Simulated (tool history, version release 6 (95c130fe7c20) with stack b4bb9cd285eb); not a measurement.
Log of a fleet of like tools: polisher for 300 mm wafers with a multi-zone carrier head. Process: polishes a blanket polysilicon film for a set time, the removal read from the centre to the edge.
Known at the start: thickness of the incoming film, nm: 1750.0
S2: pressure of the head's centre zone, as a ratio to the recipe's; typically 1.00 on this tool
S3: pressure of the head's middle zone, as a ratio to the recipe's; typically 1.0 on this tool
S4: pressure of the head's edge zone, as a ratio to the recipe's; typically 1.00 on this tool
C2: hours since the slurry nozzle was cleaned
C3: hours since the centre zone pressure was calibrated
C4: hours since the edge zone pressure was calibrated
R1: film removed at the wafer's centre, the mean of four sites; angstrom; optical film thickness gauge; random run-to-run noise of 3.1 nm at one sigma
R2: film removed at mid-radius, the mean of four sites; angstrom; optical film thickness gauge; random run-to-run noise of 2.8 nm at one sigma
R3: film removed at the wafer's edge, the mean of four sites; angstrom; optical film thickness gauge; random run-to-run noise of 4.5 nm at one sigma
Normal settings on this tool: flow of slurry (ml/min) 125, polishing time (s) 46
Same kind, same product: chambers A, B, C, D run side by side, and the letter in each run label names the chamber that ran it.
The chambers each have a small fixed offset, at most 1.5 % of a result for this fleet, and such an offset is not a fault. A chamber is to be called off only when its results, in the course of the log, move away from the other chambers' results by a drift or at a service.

{"hour": 7.3, "done": "chamber C: worn pad replaced by a new one"}
{"run": "1A", "hour": 7.9, "flow of slurry (ml/min)": 125, "S2": 1.0, "S3": 1.0, "S4": 1.0, "polishing time (s)": 46, "wafers polished on this pad": 544, "C2": 365.2, "C3": 212.5, "C4": 111.2, "R1": 3657.3, "R2": 3649.8, "R3": 3585.9}
{"run": "2C", "hour": 16.1, "flow of slurry (ml/min)": 125, "S2": 1.0, "S3": 1.0, "S4": 1.0, "polishing time (s)": 46, "wafers polished on this pad": 120, "C2": 446.9, "C3": 865.2, "C4": 672.8, "R1": 3630.3, "R2": 3699.5, "R3": 3637.4}
{"run": "3D", "hour": 24.8, "flow of slurry (ml/min)": 125, "S2": 1.0, "S3": 1.0, "S4": 1.0, "polishing time (s)": 46, "wafers polished on this pad": 499, "C2": 227.2, "C3": 871.4, "C4": 446.4, "R1": 3654.6, "R2": 3588.0, "R3": 3738.3}
{"run": "4B", "hour": 30.9, "flow of slurry (ml/min)": 125, "S2": 1.0, "S3": 1.0, "S4": 1.0, "polishing time (s)": 46, "wafers polished on this pad": 918, "C2": 398.5, "C3": 334.4, "C4": 622.5, "R1": 3635.4, "R2": 3684.3, "R3": 3704.1}
{"run": "5D", "hour": 37.0, "flow of slurry (ml/min)": 125, "S2": 1.0, "S3": 1.0, "S4": 1.0, "polishing time (s)": 46, "wafers polished on this pad": 665, "C2": 239.4, "C3": 883.6, "C4": 458.6, "R1": 3625.7, "R2": 3645.6, "R3": 3674.1}
{"run": "6B", "hour": 43.6, "flow of slurry (ml/min)": 125, "S2": 1.0, "S3": 1.0, "S4": 1.0, "polishing time (s)": 46, "wafers polished on this pad": 1091, "C2": 411.2, "C3": 347.1, "C4": 635.2, "R1": 3676.3, "R2": 3615.6, "R3": 3689.1}
{"hour": 48.4, "done": "chamber A: worn pad replaced by a new one"}
{"hour": 48.5, "done": "chamber D: worn pad replaced by a new one"}
{"run": "7C", "hour": 50.0, "flow of slurry (ml/min)": 125, "S2": 1.0, "S3": 1.0, "S4": 1.0, "polishing time (s)": 46, "wafers polished on this pad": 583, "C2": 480.8, "C3": 899.1, "C4": 706.7, "R1": 3662.3, "R2": 3677.4, "R3": 3662.2}
{"hour": 52.1, "done": "chamber B: slurry nozzle cleaned"}
{"run": "8A", "hour": 62.0, "flow of slurry (ml/min)": 125, "S2": 1.0, "S3": 1.0, "S4": 1.0, "polishing time (s)": 46, "wafers polished on this pad": 185, "C2": 419.3, "C3": 266.6, "C4": 165.3, "R1": 3649.8, "R2": 3688.1, "R3": 3644.6}
{"hour": 62.7, "done": "chamber B: worn pad replaced by a new one"}
{"run": "9A", "hour": 72.4, "flow of slurry (ml/min)": 125, "S2": 1.0, "S3": 1.0, "S4": 1.0, "polishing time (s)": 46, "wafers polished on this pad": 327, "C2": 429.7, "C3": 277.0, "C4": 175.7, "R1": 3622.4, "R2": 3743.7, "R3": 3620.2}
{"run": "10D", "hour": 81.2, "flow of slurry (ml/min)": 125, "S2": 1.0, "S3": 1.0, "S4": 1.0, "polishing time (s)": 46, "wafers polished on this pad": 447, "C2": 283.6, "C3": 927.8, "C4": 502.8, "R1": 3609.3, "R2": 3672.4, "R3": 3718.3}
{"hour": 84.8, "done": "chamber C: worn pad replaced by a new one"}
{"run": "11C", "hour": 88.9, "flow of slurry (ml/min)": 125, "S2": 1.0, "S3": 1.0, "S4": 1.0, "polishing time (s)": 46, "wafers polished on this pad": 56, "C2": 519.7, "C3": 938.0, "C4": 745.6, "R1": 3625.1, "R2": 3657.0, "R3": 3720.2}
{"run": "12B", "hour": 100.5, "flow of slurry (ml/min)": 125, "S2": 1.0, "S3": 1.0, "S4": 1.0, "polishing time (s)": 46, "wafers polished on this pad": 515, "C2": 48.4, "C3": 404.0, "C4": 692.1, "R1": 3696.2, "R2": 3676.3, "R3": 3666.6}
{"run": "13C", "hour": 113.4, "flow of slurry (ml/min)": 125, "S2": 1.0, "S3": 1.0, "S4": 1.0, "polishing time (s)": 46, "wafers polished on this pad": 390, "C2": 544.2, "C3": 962.5, "C4": 770.1, "R1": 3687.2, "R2": 3638.1, "R3": 3559.0}
{"hour": 121.1, "done": "chamber D: worn pad replaced by a new one"}
{"run": "14A", "hour": 124.5, "flow of slurry (ml/min)": 125, "S2": 1.0, "S3": 1.0, "S4": 1.0, "polishing time (s)": 46, "wafers polished on this pad": 1038, "C2": 481.8, "C3": 329.1, "C4": 227.8, "R1": 3660.8, "R2": 3682.1, "R3": 3571.0}
{"run": "15B", "hour": 132.8, "flow of slurry (ml/min)": 125, "S2": 1.0, "S3": 1.0, "S4": 1.0, "polishing time (s)": 46, "wafers polished on this pad": 956, "C2": 80.7, "C3": 436.3, "C4": 724.4, "R1": 3603.1, "R2": 3711.8, "R3": 3679.6}
{"run": "16D", "hour": 139.7, "flow of slurry (ml/min)": 125, "S2": 0.96, "S3": 1.0, "S4": 1.0, "polishing time (s)": 46, "wafers polished on this pad": 253, "C2": 342.1, "C3": 986.3, "C4": 561.3, "R1": 3388.7, "R2": 3489.3, "R3": 3695.8}
{"hour": 146.3, "done": "chamber A: worn pad replaced by a new one"}
{"run": "17C", "hour": 146.7, "flow of slurry (ml/min)": 125, "S2": 0.96, "S3": 1.0, "S4": 1.0, "polishing time (s)": 46, "wafers polished on this pad": 844, "C2": 577.5, "C3": 995.8, "C4": 803.4, "R1": 3466.6, "R2": 3662.2, "R3": 3667.6}
{"run": "18A", "hour": 155.7, "flow of slurry (ml/min)": 125, "S2": 0.96, "S3": 1.0, "S4": 1.0, "polishing time (s)": 46, "wafers polished on this pad": 128, "C2": 513.0, "C3": 360.3, "C4": 259.0, "R1": 3495.4, "R2": 3695.4, "R3": 3632.5}
{"hour": 158.2, "done": "chamber A: slurry nozzle cleaned"}
{"run": "19B", "hour": 167.6, "flow of slurry (ml/min)": 125, "S2": 0.96, "S3": 1.0, "S4": 1.0, "polishing time (s)": 46, "wafers polished on this pad": 1430, "C2": 115.5, "C3": 471.1, "C4": 759.2, "R1": 3489.3, "R2": 3687.0, "R3": 3677.8}
{"hour": 170.4, "done": "chamber C: worn pad replaced by a new one"}
{"hour": 173.0, "done": "chamber B: worn pad replaced by a new one"}
{"run": "20D", "hour": 176.8, "flow of slurry (ml/min)": 125, "S2": 1.0, "S3": 1.0, "S4": 1.0, "polishing time (s)": 46, "wafers polished on this pad": 759, "C2": 379.2, "C3": 1023.4, "C4": 598.4, "R1": 3501.3, "R2": 3525.6, "R3": 3617.2}
{"hour": 185.8, "done": "chamber D: worn pad replaced by a new one"}
{"run": "21B", "hour": 187.4, "flow of slurry (ml/min)": 125, "S2": 1.0, "S3": 1.0, "S4": 1.0, "polishing time (s)": 46, "wafers polished on this pad": 197, "C2": 135.3, "C3": 490.9, "C4": 779.0, "R1": 3672.8, "R2": 3707.0, "R3": 3697.0}
{"run": "22D", "hour": 200.8, "flow of slurry (ml/min)": 125, "S2": 1.0, "S3": 1.0, "S4": 1.0, "polishing time (s)": 46, "wafers polished on this pad": 205, "C2": 403.2, "C3": 1047.4, "C4": 622.4, "R1": 3434.9, "R2": 3495.4, "R3": 3547.4}
{"run": "23A", "hour": 210.9, "flow of slurry (ml/min)": 125, "S2": 1.0, "S3": 1.0, "S4": 1.0, "polishing time (s)": 46, "wafers polished on this pad": 881, "C2": 52.8, "C3": 415.5, "C4": 314.2, "R1": 3679.8, "R2": 3678.7, "R3": 3683.4}
{"run": "24C", "hour": 217.6, "flow of slurry (ml/min)": 125, "S2": 1.04, "S3": 1.0, "S4": 0.93, "polishing time (s)": 46, "wafers polished on this pad": 644, "C2": 648.4, "C3": 1066.7, "C4": 874.3, "R1": 3782.6, "R2": 3612.4, "R3": 3509.9}
{"hour": 218.0, "done": "chamber C: edge zone pressure recalibrated"}
{"run": "25D", "hour": 225.8, "flow of slurry (ml/min)": 125, "S2": 1.04, "S3": 1.0, "S4": 0.93, "polishing time (s)": 46, "wafers polished on this pad": 545, "C2": 428.2, "C3": 1072.4, "C4": 647.4, "R1": 3520.1, "R2": 3412.7, "R3": 3508.1}
{"run": "26C", "hour": 233.5, "flow of slurry (ml/min)": 125, "S2": 1.04, "S3": 1.0, "S4": 0.93, "polishing time (s)": 46, "wafers polished on this pad": 861, "C2": 664.3, "C3": 1082.6, "C4": 15.6, "R1": 3816.7, "R2": 3637.9, "R3": 3420.7}
{"run": "27B", "hour": 242.3, "flow of slurry (ml/min)": 125, "S2": 1.04, "S3": 1.0, "S4": 0.93, "polishing time (s)": 46, "wafers polished on this pad": 945, "C2": 190.2, "C3": 545.8, "C4": 833.9, "R1": 3822.7, "R2": 3683.1, "R3": 3493.1}
{"hour": 244.5, "done": "chamber A: worn pad replaced by a new one"}
{"run": "28A", "hour": 252.6, "flow of slurry (ml/min)": 125, "S2": 1.0, "S3": 1.0, "S4": 1.0, "polishing time (s)": 46, "wafers polished on this pad": 111, "C2": 94.5, "C3": 457.2, "C4": 355.9, "R1": 3650.6, "R2": 3634.0, "R3": 3640.9}

Decide between three cases: one chamber stands off from its peers, the gauge reading all wafers drifts, or nothing is wrong past each chamber's small offset. Where a chamber is off, say which and what most likely put it there.

It is chamber D that slowly wanders off from its peers.
Most likely cause: slurry flow missing at the pad, % = 24.3.

Here are 4 candidates for chamber D's next run, each the usual settings with a change, their results left as question marks. Which one brings its results back in line with what the others give on the usual settings?
In line here means within this much of the mean the other chambers give on the usual settings: R1 110.0 angstrom; R2 99.0 angstrom; R3 160.0 angstrom
{"run": "29D-1", "hour": 262.2, "flow of slurry (ml/min)": 135, "S2": 1.02, "S3": 1.03, "S4": 0.98, "polishing time (s)": 48, "R1": "?", "R2": "?", "R3": "?"}
{"run": "29D-2", "hour": 262.2, "flow of slurry (ml/min)": 120, "S2": 0.98, "S3": 0.98, "S4": 1.02, "polishing time (s)": 44, "R1": "?", "R2": "?", "R3": "?"}
{"run": "29D-3", "hour": 262.2, "flow of slurry (ml/min)": 135, "S2": 1.04, "S3": 1.04, "S4": 0.96, "polishing time (s)": 49, "R1": "?", "R2": "?", "R3": "?"}
{"run": "29D-4", "hour": 262.2, "flow of slurry (ml/min)": 115, "S2": 0.96, "S3": 0.96, "S4": 1.04, "polishing time (s)": 43, "R1": "?", "R2": "?", "R3": "?"}

What the other chambers average on the usual settings: R1 3649.7 angstrom; R2 3676.5 angstrom; R3 3655.8 angstrom
run=29D-1 R1=3659.0 R2=3694.5 R3=3689.4
run=29D-2 R1=3082.2 R2=3127.1 R3=3377.2
run=29D-3 R1=3816.1 R2=3804.7 R3=3725.8
run=29D-4 R1=2897.9 R2=2959.4 R3=3306.1
The right change is 29D-1: it brings the chamber back within the allowed miss of the others.
